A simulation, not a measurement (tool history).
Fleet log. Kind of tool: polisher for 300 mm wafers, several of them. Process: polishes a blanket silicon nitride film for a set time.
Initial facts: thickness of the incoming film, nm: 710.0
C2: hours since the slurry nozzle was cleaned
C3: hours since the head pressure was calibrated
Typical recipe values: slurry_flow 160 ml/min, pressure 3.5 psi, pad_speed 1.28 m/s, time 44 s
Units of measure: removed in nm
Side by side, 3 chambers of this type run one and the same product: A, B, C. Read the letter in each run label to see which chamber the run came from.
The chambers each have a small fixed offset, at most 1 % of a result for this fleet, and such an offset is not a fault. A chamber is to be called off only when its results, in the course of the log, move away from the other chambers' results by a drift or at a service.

run 1A hour=4.4 | slurry_flow=160 pressure=3.5 pad_speed=1.28 time=44 | wafers_polished_on_this_pad=533 C2=106.6 C3=569.3 | removed=76.695
run 2B hour=9.5 | slurry_flow=160 pressure=3.5 pad_speed=1.28 time=44 | wafers_polished_on_this_pad=552 C2=609.9 C3=19.9 | removed=76.322
run 3C hour=17.7 | slurry_flow=160 pressure=3.5 pad_speed=1.28 time=44 | wafers_polished_on_this_pad=368 C2=542.6 C3=1098 | removed=74.469
run 4C hour=26.3 | slurry_flow=160 pressure=3.5 pad_speed=1.28 time=44 | wafers_polished_on_this_pad=444 C2=551.2 C3=1106.6 | removed=75.571
run 5B hour=31.5 | slurry_flow=160 pressure=3.5 pad_speed=1.28 time=44 | wafers_polished_on_this_pad=746 C2=631.9 C3=41.9 | removed=76.324
run 6A hour=39.8 | slurry_flow=160 pressure=2.8 pad_speed=1.28 time=50 | wafers_polished_on_this_pad=845 C2=142 C3=604.7 | removed=69.728
run 7B hour=47.3 | slurry_flow=160 pressure=2.8 pad_speed=1.28 time=50 | wafers_polished_on_this_pad=885 C2=647.7 C3=57.7 | removed=70.71
-- hour=48.9 chamber C: worn pad replaced by a new one
run 8A hour=56.6 | slurry_flow=160 pressure=2.8 pad_speed=1.28 time=50 | wafers_polished_on_this_pad=993 C2=158.8 C3=621.5 | removed=69.424
run 9C hour=64.5 | slurry_flow=160 pressure=3.5 pad_speed=1.28 time=44 | wafers_polished_on_this_pad=137 C2=589.4 C3=1144.8 | removed=76.123
run 10C hour=73.4 | slurry_flow=160 pressure=3.5 pad_speed=1.28 time=44 | wafers_polished_on_this_pad=215 C2=598.3 C3=1153.7 | removed=75.092
run 11B hour=77.9 | slurry_flow=160 pressure=3.5 pad_speed=1.28 time=44 | wafers_polished_on_this_pad=1155 C2=678.3 C3=88.3 | removed=75.586
run 12A hour=85.4 | slurry_flow=160 pressure=3.5 pad_speed=1.28 time=44 | wafers_polished_on_this_pad=1247 C2=187.6 C3=650.3 | removed=75.993
run 13C hour=93.5 | slurry_flow=160 pressure=3.5 pad_speed=1.28 time=44 | wafers_polished_on_this_pad=393 C2=618.4 C3=1173.8 | removed=76.235
-- hour=96.3 chamber C: slurry nozzle cleaned
run 14A hour=102.1 | slurry_flow=160 pressure=3.5 pad_speed=1.28 time=44 | wafers_polished_on_this_pad=1394 C2=204.3 C3=667 | removed=77.476
run 15B hour=106.3 | slurry_flow=160 pressure=3.5 pad_speed=1.28 time=44 | wafers_polished_on_this_pad=1405 C2=706.7 C3=116.7 | removed=77.056
-- hour=110.2 chamber B: worn pad replaced by a new one
run 16A hour=115.3 | slurry_flow=160 pressure=3.5 pad_speed=1.28 time=44 | wafers_polished_on_this_pad=1510 C2=217.5 C3=680.2 | removed=74.918
-- hour=121.1 chamber A: worn pad replaced by a new one
run 17C hour=122.5 | slurry_flow=160 pressure=3.5 pad_speed=1.28 time=44 | wafers_polished_on_this_pad=648 C2=26.2 C3=1202.8 | removed=77.781
-- hour=127 chamber C: worn pad replaced by a new one
run 18B hour=130.5 | slurry_flow=160 pressure=3.5 pad_speed=1.28 time=44 | wafers_polished_on_this_pad=179 C2=730.9 C3=140.9 | removed=76.413
run 19A hour=138.3 | slurry_flow=160 pressure=3.5 pad_speed=1.28 time=44 | wafers_polished_on_this_pad=151 C2=240.5 C3=703.2 | removed=77.361
run 20C hour=143.8 | slurry_flow=160 pressure=3.5 pad_speed=1.28 time=44 | wafers_polished_on_this_pad=148 C2=47.5 C3=1224.1 | removed=77.652
run 21B hour=152.7 | slurry_flow=160 pressure=3.5 pad_speed=1.28 time=44 | wafers_polished_on_this_pad=375 C2=753.1 C3=163.1 | removed=76.278
-- hour=154.3 chamber A: head pressure recalibrated
run 22C hour=159.3 | slurry_flow=160 pressure=3.5 pad_speed=1.28 time=44 | wafers_polished_on_this_pad=285 C2=63 C3=1239.6 | removed=76.738
-- hour=163.5 chamber A: slurry nozzle cleaned
-- hour=165.3 chamber C: head pressure recalibrated
run 23B hour=168.1 | slurry_flow=160 pressure=3.5 pad_speed=1.28 time=44 | wafers_polished_on_this_pad=510 C2=768.5 C3=178.5 | removed=75.924
run 24A hour=174 | slurry_flow=115 pressure=3.5 pad_speed=1.28 time=39 | wafers_polished_on_this_pad=466 C2=10.5 C3=19.7 | removed=64.53
run 25B hour=179.9 | slurry_flow=115 pressure=3.5 pad_speed=1.28 time=39 | wafers_polished_on_this_pad=614 C2=780.3 C3=190.3 | removed=64.545
run 26C hour=185.5 | slurry_flow=115 pressure=3.5 pad_speed=1.28 time=39 | wafers_polished_on_this_pad=516 C2=89.2 C3=20.2 | removed=64.076
run 27A hour=190.9 | slurry_flow=195 pressure=3.5 pad_speed=1.28 time=52 | wafers_polished_on_this_pad=615 C2=27.4 C3=36.6 | removed=91.913
run 28C hour=195.9 | slurry_flow=195 pressure=3.5 pad_speed=1.28 time=52 | wafers_polished_on_this_pad=608 C2=99.6 C3=30.6 | removed=90.571
-- hour=200.5 chamber B: slurry nozzle cleaned
run 29A hour=201.7 | slurry_flow=195 pressure=3.5 pad_speed=1.28 time=52 | wafers_polished_on_this_pad=710 C2=38.2 C3=47.4 | removed=93.445
-- hour=202 chamber C: worn pad replaced by a new one
run 30B hour=208.3 | slurry_flow=160 pressure=3.5 pad_speed=1.28 time=44 | wafers_polished_on_this_pad=865 C2=7.9 C3=218.7 | removed=75.95
run 31C hour=213.1 | slurry_flow=160 pressure=3.5 pad_speed=1.28 time=44 | wafers_polished_on_this_pad=98 C2=116.8 C3=47.8 | removed=78.45
run 32B hour=217.1 | slurry_flow=160 pressure=3.5 pad_speed=1.28 time=44 | wafers_polished_on_this_pad=942 C2=16.7 C3=227.5 | removed=75.901
run 33A hour=224.6 | slurry_flow=160 pressure=3.5 pad_speed=1.28 time=44 | wafers_polished_on_this_pad=912 C2=61.1 C3=70.3 | removed=75.165
run 34C hour=229.6 | slurry_flow=160 pressure=3.5 pad_speed=1.28 time=44 | wafers_polished_on_this_pad=243 C2=133.3 C3=64.3 | removed=76.932
run 35B hour=237.7 | slurry_flow=160 pressure=3.5 pad_speed=1.28 time=44 | wafers_polished_on_this_pad=1124 C2=37.3 C3=248.1 | removed=76.722
run 36A hour=243.3 | slurry_flow=160 pressure=3.5 pad_speed=1.28 time=44 | wafers_polished_on_this_pad=1077 C2=79.8 C3=89 | removed=77.732
run 37C hour=248.2 | slurry_flow=160 pressure=3.5 pad_speed=1.28 time=44 | wafers_polished_on_this_pad=407 C2=151.9 C3=82.9 | removed=75.748
-- hour=253.3 chamber B: worn pad replaced by a new one
run 38B hour=256.7 | slurry_flow=160 pressure=3.5 pad_speed=1.28 time=44 | wafers_polished_on_this_pad=29 C2=56.3 C3=267.1 | removed=76.524
run 39A hour=264.5 | slurry_flow=160 pressure=3.5 pad_speed=1.28 time=44 | wafers_polished_on_this_pad=1264 C2=101 C3=110.2 | removed=78.403
run 40A hour=271.6 | slurry_flow=160 pressure=3.5 pad_speed=1.28 time=34 | wafers_polished_on_this_pad=1326 C2=108.1 C3=117.3 | removed=58.66

Which is it: a chamber that has drifted or been left off by a service, a gauge drift common to all chambers, or only each chamber's usual small offset? If a chamber is off, name it and its likeliest cause.

No chamber is off and the gauge is stable; the differences are just each chamber's small, constant offset.
